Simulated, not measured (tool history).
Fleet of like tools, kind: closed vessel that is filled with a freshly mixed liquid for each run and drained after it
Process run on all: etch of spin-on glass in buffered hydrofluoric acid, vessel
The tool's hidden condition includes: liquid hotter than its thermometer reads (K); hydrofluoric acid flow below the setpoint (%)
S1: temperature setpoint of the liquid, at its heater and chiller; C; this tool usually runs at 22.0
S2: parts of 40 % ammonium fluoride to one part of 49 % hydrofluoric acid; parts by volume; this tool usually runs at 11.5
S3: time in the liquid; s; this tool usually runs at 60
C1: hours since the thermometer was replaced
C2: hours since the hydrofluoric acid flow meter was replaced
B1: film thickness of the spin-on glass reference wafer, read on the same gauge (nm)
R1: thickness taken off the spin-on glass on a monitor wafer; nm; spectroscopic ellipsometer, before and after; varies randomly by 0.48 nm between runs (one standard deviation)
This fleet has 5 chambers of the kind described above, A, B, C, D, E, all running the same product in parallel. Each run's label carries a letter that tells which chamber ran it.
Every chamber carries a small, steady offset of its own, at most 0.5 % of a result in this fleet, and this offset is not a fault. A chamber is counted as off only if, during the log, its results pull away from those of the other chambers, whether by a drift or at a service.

{"run": "1D", "hour": 10.7, "S1": 22.0, "S2": 11.5, "S3": 60, "C1": 1898.7, "C2": 521.2, "B1": 140.0, "R1": 131.14}
{"run": "2E", "hour": 18.3, "S1": 22.0, "S2": 11.5, "S3": 60, "C1": 448.5, "C2": 856.3, "B1": 139.98, "R1": 130.55}
{"run": "3C", "hour": 31.3, "S1": 22.0, "S2": 11.5, "S3": 60, "C1": 635.2, "C2": 180.6, "B1": 140.01, "R1": 131.34}
{"run": "4A", "hour": 37.2, "S1": 22.0, "S2": 11.5, "S3": 60, "C1": 1037.8, "C2": 1295.3, "B1": 140.0, "R1": 130.98}
{"run": "5B", "hour": 43.8, "S1": 22.0, "S2": 11.5, "S3": 60, "C1": 1159.1, "C2": 554.8, "B1": 140.0, "R1": 131.21}
{"run": "6D", "hour": 57.1, "S1": 22.0, "S2": 8.0, "S3": 85, "C1": 1945.1, "C2": 567.6, "B1": 139.97, "R1": 258.56}
{"run": "7E", "hour": 69.5, "S1": 22.0, "S2": 8.0, "S3": 85, "C1": 499.7, "C2": 907.5, "B1": 139.98, "R1": 259.2}
{"run": "8A", "hour": 79.2, "S1": 22.0, "S2": 8.0, "S3": 85, "C1": 1079.8, "C2": 1337.3, "B1": 139.97, "R1": 257.8}
{"run": "9B", "hour": 87.2, "S1": 22.0, "S2": 8.0, "S3": 85, "C1": 1202.5, "C2": 598.2, "B1": 140.0, "R1": 258.2}
{"run": "10C", "hour": 94.4, "S1": 22.0, "S2": 8.0, "S3": 85, "C1": 698.3, "C2": 243.7, "B1": 139.99, "R1": 256.82}
{"run": "11B", "hour": 103.1, "S1": 19.5, "S2": 11.5, "S3": 60, "C1": 1218.4, "C2": 614.1, "B1": 140.01, "R1": 112.92}
{"run": "12E", "hour": 109.0, "S1": 19.5, "S2": 11.5, "S3": 60, "C1": 539.2, "C2": 947.0, "B1": 139.97, "R1": 113.83}
{"run": "13C", "hour": 117.4, "S1": 19.5, "S2": 11.5, "S3": 60, "C1": 721.3, "C2": 266.7, "B1": 140.0, "R1": 114.17}
{"run": "14A", "hour": 127.4, "S1": 19.5, "S2": 11.5, "S3": 60, "C1": 1128.0, "C2": 1385.5, "B1": 140.01, "R1": 114.85}
{"run": "15D", "hour": 136.9, "S1": 19.5, "S2": 11.5, "S3": 60, "C1": 2024.9, "C2": 647.4, "B1": 139.99, "R1": 113.67}
{"run": "16D", "hour": 147.1, "S1": 22.0, "S2": 11.5, "S3": 60, "C1": 2035.1, "C2": 657.6, "B1": 140.02, "R1": 130.59}
{"run": "17C", "hour": 157.7, "S1": 22.0, "S2": 11.5, "S3": 60, "C1": 761.6, "C2": 307.0, "B1": 139.97, "R1": 130.14}
{"run": "18E", "hour": 165.3, "S1": 22.0, "S2": 11.5, "S3": 60, "C1": 595.5, "C2": 1003.3, "B1": 139.99, "R1": 130.04}
{"run": "19B", "hour": 177.5, "S1": 22.0, "S2": 11.5, "S3": 60, "C1": 1292.8, "C2": 688.5, "B1": 139.96, "R1": 130.8}
{"run": "20A", "hour": 185.6, "S1": 22.0, "S2": 11.5, "S3": 60, "C1": 1186.2, "C2": 1443.7, "B1": 139.96, "R1": 130.32}
{"run": "21B", "hour": 195.6, "S1": 22.0, "S2": 11.5, "S3": 60, "C1": 1310.9, "C2": 706.6, "B1": 140.01, "R1": 130.33}
{"run": "22A", "hour": 203.4, "S1": 22.0, "S2": 11.5, "S3": 60, "C1": 1204.0, "C2": 1461.5, "B1": 139.99, "R1": 130.62}
{"run": "23D", "hour": 215.2, "S1": 22.0, "S2": 11.5, "S3": 60, "C1": 2103.2, "C2": 725.7, "B1": 140.0, "R1": 131.34}
{"run": "24E", "hour": 227.9, "S1": 22.0, "S2": 11.5, "S3": 60, "C1": 658.1, "C2": 1065.9, "B1": 140.0, "R1": 130.28}
{"hour": 235.4, "done": "chamber A: thermometer replaced"}
{"run": "25C", "hour": 239.6, "S1": 22.0, "S2": 11.5, "S3": 60, "C1": 843.5, "C2": 388.9, "B1": 140.0, "R1": 130.4}
{"run": "26E", "hour": 252.3, "S1": 22.0, "S2": 11.5, "S3": 60, "C1": 682.5, "C2": 1090.3, "B1": 140.02, "R1": 130.3}
{"run": "27C", "hour": 258.8, "S1": 22.0, "S2": 11.5, "S3": 60, "C1": 862.7, "C2": 408.1, "B1": 139.96, "R1": 131.32}
{"run": "28A", "hour": 268.9, "S1": 22.0, "S2": 11.5, "S3": 60, "C1": 33.6, "C2": 1527.0, "B1": 140.02, "R1": 130.75}
{"run": "29D", "hour": 281.8, "S1": 20.5, "S2": 11.5, "S3": 60, "C1": 2169.8, "C2": 792.3, "B1": 140.0, "R1": 120.61}
{"run": "30B", "hour": 293.0, "S1": 20.5, "S2": 11.5, "S3": 60, "C1": 1408.3, "C2": 804.0, "B1": 140.03, "R1": 120.25}
{"run": "31A", "hour": 304.8, "S1": 20.5, "S2": 11.5, "S3": 60, "C1": 69.5, "C2": 1562.9, "B1": 140.01, "R1": 120.68}
{"run": "32D", "hour": 318.2, "S1": 20.5, "S2": 11.5, "S3": 60, "C1": 2206.2, "C2": 828.7, "B1": 140.0, "R1": 120.14}
{"run": "33E", "hour": 325.5, "S1": 20.5, "S2": 11.5, "S3": 60, "C1": 755.7, "C2": 1163.5, "B1": 140.0, "R1": 119.69}
{"run": "34B", "hour": 338.5, "S1": 22.0, "S2": 11.5, "S3": 60, "C1": 1453.8, "C2": 849.5, "B1": 139.98, "R1": 129.82}
{"run": "35C", "hour": 352.0, "S1": 22.0, "S2": 11.5, "S3": 60, "C1": 955.9, "C2": 501.3, "B1": 140.01, "R1": 130.46}
{"run": "36E", "hour": 361.7, "S1": 22.0, "S2": 11.5, "S3": 60, "C1": 791.9, "C2": 1199.7, "B1": 140.01, "R1": 131.55}

Next, every chamber runs the same settings. What will each give?
{"run": "37A", "hour": 371.5, "S1": 22.0, "S2": 11.5, "S3": 60, "R1": "?"}
{"run": "37B", "hour": 371.5, "S1": 22.0, "S2": 11.5, "S3": 60, "R1": "?"}
{"run": "37C", "hour": 371.5, "S1": 22.0, "S2": 11.5, "S3": 60, "R1": "?"}
{"run": "37D", "hour": 371.5, "S1": 22.0, "S2": 11.5, "S3": 60, "R1": "?"}
{"run": "37E", "hour": 371.5, "S1": 22.0, "S2": 11.5, "S3": 60, "R1": "?"}

run=37A R1=130.06
run=37B R1=130.67
run=37C R1=131.94
run=37D R1=130.99
run=37E R1=129.95

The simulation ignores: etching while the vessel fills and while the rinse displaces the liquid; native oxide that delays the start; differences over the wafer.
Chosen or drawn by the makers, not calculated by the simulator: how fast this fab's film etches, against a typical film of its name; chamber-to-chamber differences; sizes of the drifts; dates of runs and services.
